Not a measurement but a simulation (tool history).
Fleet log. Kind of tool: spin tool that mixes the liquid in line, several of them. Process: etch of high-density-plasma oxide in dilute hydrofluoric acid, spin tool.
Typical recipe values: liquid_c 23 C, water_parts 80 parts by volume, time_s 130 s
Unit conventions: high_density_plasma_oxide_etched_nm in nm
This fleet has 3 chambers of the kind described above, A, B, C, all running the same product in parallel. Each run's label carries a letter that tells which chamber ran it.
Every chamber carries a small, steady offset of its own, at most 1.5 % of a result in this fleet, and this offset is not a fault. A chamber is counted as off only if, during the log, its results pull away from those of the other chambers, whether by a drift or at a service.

run,day,liquid_c,water_parts,time_s,"read-back film thickness of the high-density-plasma oxide reference wafer, read on the same gauge (nm)",high_density_plasma_oxide_etched_nm
1A,0.496,23,80,130,140.03,11.573
2B,0.988,23,80,130,139.99,11.409
3C,1.346,23,80,130,140.05,11.471
4B,1.746,23,80,130,139.99,11.291
5A,2.142,23,80,130,140.01,11.402
# day 2.5: chamber B: hydrofluoric acid flow meter replaced
6C,2.746,23,80,130,140.04,11.46
7B,3.242,21,80,90,140.03,7.162
8C,3.717,21,80,90,140.03,7.2972
9A,4.012,21,80,90,140,7.4167
10C,4.467,23,80,130,140.03,11.441
11A,4.983,23,80,130,139.99,11.463
12B,5.275,23,80,130,140.03,11.42
13C,5.588,23,80,130,140.01,11.382
14B,5.962,23,80,130,140,11.238
15A,6.521,23,80,130,140,11.817
16B,6.958,23,80,130,139.98,11.477
17C,7.308,23,80,130,139.96,11.392
18A,7.712,23,80,130,140.07,11.818
19B,8.346,23,80,130,139.96,11.396
20A,8.867,23,80,130,140.03,11.874
21C,9.446,23,80,130,140.02,11.352
22B,9.946,23,80,130,140.04,11.343
# day 10.079: chamber A: thermometer replaced
23A,10.579,23,80,130,139.96,12.021
24C,11.1,23,80,130,140.03,11.474

What goes on in this fleet: one chamber off, a drifting gauge, or nothing beyond the chambers' own small offsets? Name the chamber and the cause, if any.

One chamber, A, drifts off from the rest bit by bit.
What lies behind it: hydrofluoric acid flow above the setpoint (%) = 5.63.

Here are 4 candidates for chamber A's next run, each the usual settings with a change, their results left as question marks. Which one brings its results back in line with what the others give on the usual settings?
Counts as in line when no further than this from what the other chambers average on the usual settings: high_density_plasma_oxide_etched_nm 0.29 nm
25A-1,11.554,23,80,150,,?
25A-2,11.554,25,80,130,,?
25A-3,11.554,23,90,130,,?
25A-4,11.554,23,85,130,,?

What the other chambers average on the usual settings: high_density_plasma_oxide_etched_nm 11.384 nm
run,high_density_plasma_oxide_etched_nm
25A-1,14.091
25A-2,13.228
25A-3,10.709
25A-4,11.416
The answer is 25A-4, which returns the chamber to within the allowed miss of the others.
